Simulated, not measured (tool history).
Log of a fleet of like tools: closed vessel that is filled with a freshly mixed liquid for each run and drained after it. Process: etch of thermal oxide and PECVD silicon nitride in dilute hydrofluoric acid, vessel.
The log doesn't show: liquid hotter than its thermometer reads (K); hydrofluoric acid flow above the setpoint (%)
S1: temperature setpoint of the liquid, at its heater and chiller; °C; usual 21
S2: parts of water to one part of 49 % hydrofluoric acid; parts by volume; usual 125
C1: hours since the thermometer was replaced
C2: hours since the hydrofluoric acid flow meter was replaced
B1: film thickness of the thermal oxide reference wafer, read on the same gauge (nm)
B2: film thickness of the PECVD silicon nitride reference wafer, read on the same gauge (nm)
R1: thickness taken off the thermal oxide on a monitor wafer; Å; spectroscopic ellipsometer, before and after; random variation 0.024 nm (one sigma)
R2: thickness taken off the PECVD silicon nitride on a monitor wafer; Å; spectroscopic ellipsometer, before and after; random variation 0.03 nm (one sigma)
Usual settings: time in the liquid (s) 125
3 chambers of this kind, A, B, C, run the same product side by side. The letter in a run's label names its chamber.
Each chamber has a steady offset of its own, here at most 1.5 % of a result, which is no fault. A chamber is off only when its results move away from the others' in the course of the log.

{"run": "1A", "day": 0.517, "S1": 21, "S2": 125, "time in the liquid (s)": 125, "C1": 534, "C2": 1162.1, "B1": 89.988, "B2": 70.015, "R1": 39.792, "R2": 14.161}
{"run": "2B", "day": 1.054, "S1": 21, "S2": 125, "time in the liquid (s)": 125, "C1": 544.1, "C2": 561.4, "B1": 89.984, "B2": 69.984, "R1": 39.514, "R2": 13.928}
{"run": "3C", "day": 1.471, "S1": 21, "S2": 125, "time in the liquid (s)": 125, "C1": 703, "C2": 1402.1, "B1": 89.999, "B2": 70.004, "R1": 40.307, "R2": 14.184}
{"run": "4C", "day": 1.962, "S1": 21, "S2": 125, "time in the liquid (s)": 125, "C1": 714.8, "C2": 1413.9, "B1": 90.018, "B2": 69.977, "R1": 40.843, "R2": 14.426}
{"run": "5A", "day": 2.442, "S1": 21, "S2": 125, "time in the liquid (s)": 125, "C1": 580.2, "C2": 1208.3, "B1": 90.039, "B2": 70.002, "R1": 39.966, "R2": 14.164}
{"run": "6B", "day": 2.933, "S1": 21, "S2": 125, "time in the liquid (s)": 125, "C1": 589.2, "C2": 606.5, "B1": 90.035, "B2": 69.992, "R1": 39.338, "R2": 14.106}
{"run": "7A", "day": 3.571, "S1": 17, "S2": 170, "time in the liquid (s)": 125, "C1": 607.3, "C2": 1235.4, "B1": 89.959, "B2": 69.984, "R1": 24.166, "R2": 8.0684}
{"run": "8C", "day": 4.246, "S1": 17, "S2": 170, "time in the liquid (s)": 125, "C1": 769.6, "C2": 1468.7, "B1": 89.982, "B2": 70.021, "R1": 24.121, "R2": 7.5716}
{"run": "9B", "day": 4.696, "S1": 17, "S2": 170, "time in the liquid (s)": 125, "C1": 631.5, "C2": 648.8, "B1": 89.993, "B2": 70.026, "R1": 23.788, "R2": 8.3132}
{"run": "10B", "day": 5.362, "S1": 21, "S2": 125, "time in the liquid (s)": 125, "C1": 647.5, "C2": 664.8, "B1": 89.997, "B2": 70.007, "R1": 39.934, "R2": 14.231}
{"run": "11C", "day": 5.958, "S1": 21, "S2": 125, "time in the liquid (s)": 125, "C1": 810.7, "C2": 1509.8, "B1": 90.058, "B2": 70.022, "R1": 40.514, "R2": 14.239}
{"run": "12A", "day": 6.329, "S1": 21, "S2": 125, "time in the liquid (s)": 125, "C1": 673.5, "C2": 1301.6, "B1": 89.997, "B2": 69.991, "R1": 40.032, "R2": 14.054}
{"run": "13A", "day": 6.838, "S1": 21, "S2": 125, "time in the liquid (s)": 125, "C1": 685.7, "C2": 1313.8, "B1": 89.983, "B2": 69.986, "R1": 40.704, "R2": 14.117}
{"run": "14C", "day": 7.362, "S1": 21, "S2": 125, "time in the liquid (s)": 125, "C1": 844.4, "C2": 1543.5, "B1": 90.034, "B2": 70.009, "R1": 40.926, "R2": 13.661}
{"run": "15B", "day": 8.05, "S1": 21, "S2": 125, "time in the liquid (s)": 125, "C1": 712, "C2": 729.3, "B1": 90.011, "B2": 70.015, "R1": 39.641, "R2": 14.166}
{"run": "16B", "day": 8.629, "S1": 21, "S2": 125, "time in the liquid (s)": 125, "C1": 725.9, "C2": 743.2, "B1": 89.972, "B2": 70.006, "R1": 39.943, "R2": 14.519}
{"run": "17A", "day": 9.108, "S1": 21, "S2": 125, "time in the liquid (s)": 125, "C1": 740.2, "C2": 1368.3, "B1": 89.989, "B2": 69.991, "R1": 39.834, "R2": 14.87}
{"run": "18C", "day": 9.638, "S1": 21, "S2": 150, "time in the liquid (s)": 125, "C1": 899, "C2": 1598.1, "B1": 90.034, "B2": 69.998, "R1": 32.791, "R2": 11.776}
{"run": "19B", "day": 10.192, "S1": 21, "S2": 150, "time in the liquid (s)": 125, "C1": 763.4, "C2": 780.7, "B1": 90.054, "B2": 69.993, "R1": 32.489, "R2": 11.48}
{"run": "20A", "day": 10.783, "S1": 21, "S2": 150, "time in the liquid (s)": 125, "C1": 780.4, "C2": 1408.5, "B1": 89.963, "B2": 69.999, "R1": 32.285, "R2": 12.16}

Next, every chamber runs the same settings. What will each give?
{"run": "21A", "day": 11.279, "S1": 23, "S2": 125, "time in the liquid (s)": 125, "R1": "?", "R2": "?"}
{"run": "21B", "day": 11.279, "S1": 23, "S2": 125, "time in the liquid (s)": 125, "R1": "?", "R2": "?"}
{"run": "21C", "day": 11.279, "S1": 23, "S2": 125, "time in the liquid (s)": 125, "R1": "?", "R2": "?"}

run=21A R1=43.413 R2=16.789
run=21B R1=42.921 R2=16.249
run=21C R1=43.85 R2=16.356

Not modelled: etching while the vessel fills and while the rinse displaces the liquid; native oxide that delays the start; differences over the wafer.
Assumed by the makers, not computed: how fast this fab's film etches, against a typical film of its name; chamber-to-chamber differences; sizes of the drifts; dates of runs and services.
